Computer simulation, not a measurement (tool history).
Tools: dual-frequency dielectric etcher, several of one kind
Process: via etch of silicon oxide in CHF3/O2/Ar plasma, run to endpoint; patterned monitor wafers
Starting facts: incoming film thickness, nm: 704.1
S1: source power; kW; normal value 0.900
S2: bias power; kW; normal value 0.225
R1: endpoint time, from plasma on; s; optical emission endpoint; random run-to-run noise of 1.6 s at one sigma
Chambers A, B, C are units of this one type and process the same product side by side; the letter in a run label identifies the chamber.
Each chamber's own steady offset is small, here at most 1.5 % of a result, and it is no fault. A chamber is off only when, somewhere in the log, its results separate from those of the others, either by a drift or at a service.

run   hour     S1     S2      R1
       2.3  -- chamber B: wet clean of the chamber
 1B   10.7  0.900  0.225  281.08
      18.5  -- chamber A: wet clean of the chamber
 2C   23.5  0.900  0.225  288.01
 3A   32.4  0.900  0.225  285.71
 4C   41.4  0.900  0.225  288.27
 5A   52.4  0.900  0.225  282.93
 6B   62.3  0.900  0.225  278.70
 7A   70.2  0.900  0.225  283.91
 8B   76.8  0.790  0.225  298.58
 9C   83.0  0.790  0.225  302.34
10A   92.1  0.790  0.225  297.09
11B  104.5  0.900  0.225  283.57
12C  111.8  0.900  0.225  283.94
13A  121.5  0.900  0.225  282.77
14C  135.0  0.900  0.225  286.26
15B  146.9  0.900  0.225  282.54
16B  160.2  0.900  0.225  283.25
17C  166.9  0.900  0.225  284.71
18A  177.5  0.900  0.225  284.79
19C  186.2  0.900  0.190  300.25
20A  194.4  0.900  0.190  299.85
21B  208.4  0.900  0.190  298.09
     209.9  -- chamber C: wet clean of the chamber
22A  217.8  0.900  0.225  285.08
23B  226.2  0.900  0.225  281.33
24C  233.2  0.900  0.225  289.15
25C  245.2  0.900  0.225  287.43
26A  251.4  0.900  0.225  284.07
27B  258.1  0.900  0.225  285.26
28A  267.1  0.900  0.225  281.59
29C  276.8  0.900  0.225  289.16
30B  290.7  0.900  0.225  280.73
31C  297.0  0.900  0.225  287.00
32B  306.4  0.900  0.225  281.67
33A  316.8  0.900  0.225  280.93

Decide between three cases: one chamber stands off from its peers, the gauge reading all wafers drifts, or nothing is wrong past each chamber's small offset. Where a chamber is off, say which and what most likely put it there.

All chambers stay in line apart from their small fixed offsets, and the gauge does not drift.
